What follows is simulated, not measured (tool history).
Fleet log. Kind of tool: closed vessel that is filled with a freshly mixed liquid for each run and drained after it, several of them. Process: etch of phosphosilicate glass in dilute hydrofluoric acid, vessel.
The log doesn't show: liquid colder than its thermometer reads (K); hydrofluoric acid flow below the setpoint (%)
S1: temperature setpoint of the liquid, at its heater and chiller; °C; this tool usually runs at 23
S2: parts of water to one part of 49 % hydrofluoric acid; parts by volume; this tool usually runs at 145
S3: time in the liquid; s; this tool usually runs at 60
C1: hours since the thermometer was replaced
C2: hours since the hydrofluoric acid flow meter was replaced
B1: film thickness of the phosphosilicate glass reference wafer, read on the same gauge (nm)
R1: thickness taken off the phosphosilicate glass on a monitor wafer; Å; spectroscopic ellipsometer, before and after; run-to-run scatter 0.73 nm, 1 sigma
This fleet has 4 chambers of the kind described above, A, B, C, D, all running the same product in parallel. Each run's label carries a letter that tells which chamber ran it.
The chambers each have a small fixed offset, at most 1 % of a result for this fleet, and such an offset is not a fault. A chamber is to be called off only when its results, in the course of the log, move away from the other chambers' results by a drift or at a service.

run,hour,S1,S2,S3,C1,C2,B1,R1
1A,4.0,23,145,60,3004.4,1564.1,100.000,751.75
2B,6.3,23,145,60,723.8,433.1,100.030,763.17
3D,8.5,23,145,60,248.1,1485.2,99.983,748.97
4C,11.1,23,145,60,941.0,458.1,100.000,744.58
# hour 11.3: chamber A: thermometer replaced
5A,13.8,23,210,60,2.6,1573.9,99.987,500.86
6D,17.5,23,210,60,257.1,1494.2,99.984,483.30
7B,20.8,23,210,60,738.3,447.6,99.980,488.74
8C,25.1,23,210,60,955.0,472.1,99.973,483.37
9D,27.3,23,145,60,266.9,1504.0,99.997,761.40
10B,30.3,23,145,60,747.8,457.1,99.991,758.22
11A,33.6,23,145,60,22.4,1593.7,99.998,752.25
12C,35.8,23,145,60,965.7,482.8,99.989,746.31
13B,38.3,23,145,60,755.8,465.1,99.983,766.48
14A,41.5,23,145,60,30.3,1601.6,99.980,743.30
15C,45.6,23,145,60,975.5,492.6,100.000,759.36
16D,48.1,23,145,60,287.7,1524.8,99.994,735.05
17D,51.7,23,90,60,291.3,1528.4,100.020,1244.20
18C,54.9,23,90,60,984.8,501.9,99.999,1322.20
19A,57.4,23,90,60,46.2,1617.5,100.030,1281.50
20B,60.3,23,90,60,777.8,487.1,99.973,1283.70
21D,64.3,23,145,60,303.9,1541.0,99.994,728.53
22A,66.5,23,205,60,55.3,1626.6,100.020,495.36
23B,68.4,23,205,60,785.9,495.2,100.010,508.07
24C,72.3,23,205,60,1002.2,519.3,100.000,492.36
25B,76.0,23,205,60,793.5,502.8,99.978,506.66
26D,79.1,23,145,60,318.7,1555.8,99.998,697.58
27C,82.2,23,145,60,1012.1,529.2,99.970,744.48
28A,84.3,23,145,60,73.1,1644.4,99.993,755.49
29C,87.7,23,145,60,1017.6,534.7,100.020,747.75
30B,90.2,23,170,85,807.7,517.0,99.979,884.44
31D,93.9,23,170,85,333.5,1570.6,99.987,819.42
32A,97.2,23,170,85,86.0,1657.3,100.040,889.39
33A,100.0,23,170,85,88.8,1660.1,99.995,900.18

Read the log: is a single chamber off, either drifting away or since a service, is the gauge that measures every chamber drifting, or is nothing wrong beyond small per-chamber offsets? Name any odd chamber and what most likely caused it.

It is chamber D that slowly wanders off from its peers.
Cause: liquid colder than its thermometer reads (K) = 2.28.
The log might look much the same if the cause were instead: hydrofluoric acid flow below the setpoint (%).

Which of the 4 candidates below, each the usual settings with something changed and its results left as question marks, puts chamber D back in line with what the other chambers give on the usual settings?
In line here means within this much of the mean the other chambers give on the usual settings: R1 25.00 Å
34D-1,103.1,23,135,60,,,,?
34D-2,103.1,23,150,60,,,,?
34D-3,103.1,23,155,60,,,,?
34D-4,103.1,23,140,60,,,,?

Mean of the other chambers on the usual settings: R1 753.73 Å
run,R1
34D-1,750.59
34D-2,664.16
34D-3,639.19
34D-4,719.68
The right change is 34D-1: it brings the chamber back within the allowed miss of the others.

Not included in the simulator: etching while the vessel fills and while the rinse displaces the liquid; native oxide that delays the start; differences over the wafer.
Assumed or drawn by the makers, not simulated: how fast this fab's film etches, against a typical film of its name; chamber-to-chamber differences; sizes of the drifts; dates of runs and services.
